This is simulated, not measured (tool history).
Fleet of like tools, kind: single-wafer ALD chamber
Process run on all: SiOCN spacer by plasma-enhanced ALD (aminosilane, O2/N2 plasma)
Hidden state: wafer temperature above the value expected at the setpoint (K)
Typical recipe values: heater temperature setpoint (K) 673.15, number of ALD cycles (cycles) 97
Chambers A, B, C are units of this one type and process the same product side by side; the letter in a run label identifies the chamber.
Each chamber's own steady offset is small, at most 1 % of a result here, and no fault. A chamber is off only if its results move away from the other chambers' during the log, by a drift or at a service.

| run | hour | heater temperature setpoint (K) | number of ALD cycles (cycles) | hours since the last thermocouple change | read-back reference wafer on the same gauge, thickness_nm | mean film thickness on the monitor wafer (angstrom) |
|---|---|---|---|---|---|---|
| 1A | 6.2 | 673.15 | 97 | 834.1 | 5.6619 | 58.784 |
| 2B | 15.4 | 673.15 | 97 | 458.7 | 5.6644 | 58.998 |
| 3C | 24.8 | 673.15 | 97 | 1480 | 5.6574 | 58.681 |
| 4A | 32.3 | 673.15 | 97 | 860.2 | 5.6556 | 58.617 |
| 5C | 37.8 | 673.15 | 97 | 1493 | 5.6613 | 58.571 |
| 6B | 42.8 | 673.15 | 97 | 486.1 | 5.6606 | 59.004 |
| 7A | 48.1 | 673.15 | 97 | 876 | 5.6607 | 58.282 |
| 8B | 54.1 | 680.15 | 97 | 497.4 | 5.6567 | 57.63 |
| 9C | 61.7 | 680.15 | 97 | 1516.9 | 5.6619 | 57.385 |
| 10A | 67.3 | 680.15 | 97 | 895.2 | 5.6633 | 57.145 |
| 11C | 76.7 | 673.15 | 97 | 1531.9 | 5.6603 | 58.579 |
| 12B | 86 | 673.15 | 97 | 529.3 | 5.6625 | 59.019 |
| 13B | 91.6 | 673.15 | 97 | 534.9 | 5.6584 | 58.873 |
| 14A | 99.6 | 673.15 | 97 | 927.5 | 5.6543 | 58.361 |
| 15C | 107.8 | 673.15 | 97 | 1563 | 5.6604 | 58.725 |
| 16B | 114.9 | 673.15 | 97 | 558.2 | 5.6603 | 59.306 |
| 17A | 119.6 | 673.15 | 97 | 947.5 | 5.6574 | 58.232 |
| 18C | 127.7 | 673.15 | 97 | 1582.9 | 5.6572 | 58.626 |
| 19C | 133.5 | 673.15 | 97 | 1588.7 | 5.6625 | 58.497 |
| 20A | 139.5 | 664.15 | 97 | 967.4 | 5.6564 | 58.452 |
| 21B | 148.7 | 664.15 | 97 | 592 | 5.6552 | 59.145 |
| 22C | 157.2 | 664.15 | 97 | 1612.4 | 5.6568 | 58.758 |
| 23B | 166.5 | 673.15 | 97 | 609.8 | 5.663 | 59.022 |
| 24A | 174 | 673.15 | 97 | 1001.9 | 5.6596 | 57.842 |
| 25A | 183.4 | 673.15 | 97 | 1011.3 | 5.6583 | 57.748 |
| 26B | 192.3 | 673.15 | 97 | 635.6 | 5.6593 | 59.072 |
| 27C | 201 | 673.15 | 97 | 1656.2 | 5.6586 | 58.619 |
| 28B | 207.6 | 673.15 | 80 | 650.9 | 5.6559 | 48.82 |
| 29C | 217.6 | 673.15 | 80 | 1672.8 | 5.6634 | 48.403 |
| 30A | 222 | 673.15 | 80 | 1049.9 | 5.6609 | 47.733 |
| 31B | 232 | 673.15 | 97 | 675.3 | 5.6585 | 59.244 |
| 32C | 238.6 | 673.15 | 97 | 1693.8 | 5.66 | 58.774 |

Next, all 3 chambers run the settings below, one line each with question marks for the results. What does each chamber give?
| 33A | 245.8 | 660.15 | 97 |  |  | ? |
| 33B | 245.8 | 660.15 | 97 |  |  | ? |
| 33C | 245.8 | 660.15 | 97 |  |  | ? |

| run | mean film thickness on the monitor wafer (angstrom) |
|---|---|
| 33A | 58.715 |
| 33B | 58.701 |
| 33C | 58.514 |
